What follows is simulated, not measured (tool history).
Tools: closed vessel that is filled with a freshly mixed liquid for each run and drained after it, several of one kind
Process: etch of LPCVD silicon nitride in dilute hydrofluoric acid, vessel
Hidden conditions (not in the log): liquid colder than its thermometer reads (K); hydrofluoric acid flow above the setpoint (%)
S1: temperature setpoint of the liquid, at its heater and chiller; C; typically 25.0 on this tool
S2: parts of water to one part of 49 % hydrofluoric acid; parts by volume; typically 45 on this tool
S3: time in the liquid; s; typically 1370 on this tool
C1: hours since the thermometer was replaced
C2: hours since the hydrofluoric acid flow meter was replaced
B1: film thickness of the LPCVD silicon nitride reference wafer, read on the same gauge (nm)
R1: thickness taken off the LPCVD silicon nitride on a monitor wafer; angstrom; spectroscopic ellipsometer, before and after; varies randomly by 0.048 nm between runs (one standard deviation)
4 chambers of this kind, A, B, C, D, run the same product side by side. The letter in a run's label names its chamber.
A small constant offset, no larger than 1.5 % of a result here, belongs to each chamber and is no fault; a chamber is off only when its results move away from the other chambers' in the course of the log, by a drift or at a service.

{"run": "1B", "hour": 4.5, "S1": 25.0, "S2": 45, "S3": 1370, "C1": 123.0, "C2": 990.5, "B1": 90.028, "R1": 144.03}
{"run": "2C", "hour": 12.6, "S1": 25.0, "S2": 45, "S3": 1370, "C1": 434.0, "C2": 961.4, "B1": 90.014, "R1": 141.82}
{"run": "3A", "hour": 19.5, "S1": 25.0, "S2": 45, "S3": 1370, "C1": 466.4, "C2": 798.7, "B1": 90.001, "R1": 142.19}
{"run": "4D", "hour": 25.8, "S1": 25.0, "S2": 45, "S3": 1370, "C1": 911.3, "C2": 521.3, "B1": 89.96, "R1": 141.43}
{"run": "5A", "hour": 35.1, "S1": 25.0, "S2": 45, "S3": 1370, "C1": 482.0, "C2": 814.3, "B1": 90.033, "R1": 143.39}
{"run": "6C", "hour": 42.7, "S1": 25.0, "S2": 45, "S3": 1370, "C1": 464.1, "C2": 991.5, "B1": 89.975, "R1": 142.1}
{"run": "7B", "hour": 52.8, "S1": 25.0, "S2": 45, "S3": 1370, "C1": 171.3, "C2": 1038.8, "B1": 90.021, "R1": 144.11}
{"run": "8D", "hour": 60.1, "S1": 25.0, "S2": 45, "S3": 1370, "C1": 945.6, "C2": 555.6, "B1": 89.988, "R1": 140.95}
{"run": "9B", "hour": 70.5, "S1": 25.0, "S2": 45, "S3": 1370, "C1": 189.0, "C2": 1056.5, "B1": 90.025, "R1": 143.87}
{"run": "10A", "hour": 78.6, "S1": 25.0, "S2": 45, "S3": 1370, "C1": 525.5, "C2": 857.8, "B1": 90.02, "R1": 143.6}
{"run": "11C", "hour": 83.7, "S1": 25.0, "S2": 45, "S3": 1370, "C1": 505.1, "C2": 1032.5, "B1": 90.008, "R1": 142.5}
{"run": "12D", "hour": 93.0, "S1": 25.0, "S2": 45, "S3": 1370, "C1": 978.5, "C2": 588.5, "B1": 89.992, "R1": 142.16}
{"run": "13A", "hour": 100.6, "S1": 25.0, "S2": 45, "S3": 1370, "C1": 547.5, "C2": 879.8, "B1": 90.0, "R1": 143.76}
{"run": "14C", "hour": 107.3, "S1": 25.0, "S2": 45, "S3": 1370, "C1": 528.7, "C2": 1056.1, "B1": 90.008, "R1": 142.74}
{"run": "15D", "hour": 114.8, "S1": 30.0, "S2": 25, "S3": 1370, "C1": 1000.3, "C2": 610.3, "B1": 90.003, "R1": 356.24}
{"run": "16B", "hour": 120.7, "S1": 30.0, "S2": 25, "S3": 1370, "C1": 239.2, "C2": 1106.7, "B1": 90.014, "R1": 348.62}
{"run": "17A", "hour": 130.1, "S1": 30.0, "S2": 25, "S3": 1370, "C1": 577.0, "C2": 909.3, "B1": 89.986, "R1": 359.97}
{"run": "18B", "hour": 139.1, "S1": 30.0, "S2": 25, "S3": 1370, "C1": 257.6, "C2": 1125.1, "B1": 90.009, "R1": 349.47}
{"run": "19D", "hour": 148.5, "S1": 25.0, "S2": 45, "S3": 1370, "C1": 1034.0, "C2": 644.0, "B1": 90.006, "R1": 141.3}
{"run": "20C", "hour": 158.6, "S1": 26.5, "S2": 45, "S3": 2035, "C1": 580.0, "C2": 1107.4, "B1": 90.01, "R1": 233.0}
{"run": "21A", "hour": 168.5, "S1": 26.5, "S2": 45, "S3": 2035, "C1": 615.4, "C2": 947.7, "B1": 90.003, "R1": 237.34}
{"run": "22D", "hour": 178.2, "S1": 26.5, "S2": 45, "S3": 2035, "C1": 1063.7, "C2": 673.7, "B1": 90.006, "R1": 233.17}
{"run": "23C", "hour": 187.4, "S1": 26.5, "S2": 45, "S3": 2035, "C1": 608.8, "C2": 1136.2, "B1": 89.992, "R1": 233.37}
{"run": "24B", "hour": 192.4, "S1": 25.0, "S2": 45, "S3": 1370, "C1": 310.9, "C2": 1178.4, "B1": 90.015, "R1": 143.78}
{"run": "25D", "hour": 201.4, "S1": 21.0, "S2": 60, "S3": 1370, "C1": 1086.9, "C2": 696.9, "B1": 90.006, "R1": 80.625}
{"run": "26B", "hour": 210.4, "S1": 21.0, "S2": 60, "S3": 1370, "C1": 328.9, "C2": 1196.4, "B1": 90.023, "R1": 83.273}
{"run": "27C", "hour": 219.8, "S1": 21.0, "S2": 60, "S3": 1370, "C1": 641.2, "C2": 1168.6, "B1": 90.005, "R1": 82.239}
{"run": "28A", "hour": 229.8, "S1": 21.0, "S2": 60, "S3": 1370, "C1": 676.7, "C2": 1009.0, "B1": 89.973, "R1": 83.792}
{"run": "29B", "hour": 237.4, "S1": 25.0, "S2": 45, "S3": 1370, "C1": 355.9, "C2": 1223.4, "B1": 89.992, "R1": 143.42}
{"run": "30A", "hour": 247.7, "S1": 25.0, "S2": 45, "S3": 1370, "C1": 694.6, "C2": 1026.9, "B1": 90.023, "R1": 146.18}

Is one chamber out of step, is the gauge drifting, or do the chambers differ by no more than their own small offsets? For an off chamber, give its letter and the likeliest cause.

Little by little, chamber A moves away from the other chambers.
What lies behind it: hydrofluoric acid flow above the setpoint (%) = 3.
The log may not tell that from: liquid hotter than its thermometer reads (K).

Chamber A could run next with any of the 4 candidate recipes listed below; each alters the usual settings, and their results appear as question marks. Which one brings its results back in line with what the other chambers deliver on the usual settings?
In line means no further than this from the other chambers' mean on the usual settings: R1 1.700 angstrom
{"run": "31A-1", "hour": 255.1, "S1": 25.5, "S2": 45, "S3": 1370, "R1": "?"}
{"run": "31A-2", "hour": 255.1, "S1": 25.0, "S2": 45, "S3": 1335, "R1": "?"}
{"run": "31A-3", "hour": 255.1, "S1": 25.0, "S2": 45, "S3": 1365, "R1": "?"}
{"run": "31A-4", "hour": 255.1, "S1": 25.0, "S2": 45, "S3": 1375, "R1": "?"}

The mean the other chambers reach with the usual settings: R1 142.440 angstrom
run=31A-1 R1=151.190
run=31A-2 R1=142.560
run=31A-3 R1=145.770
run=31A-4 R1=146.840
The answer is 31A-2, which returns the chamber to within the allowed miss of the others.
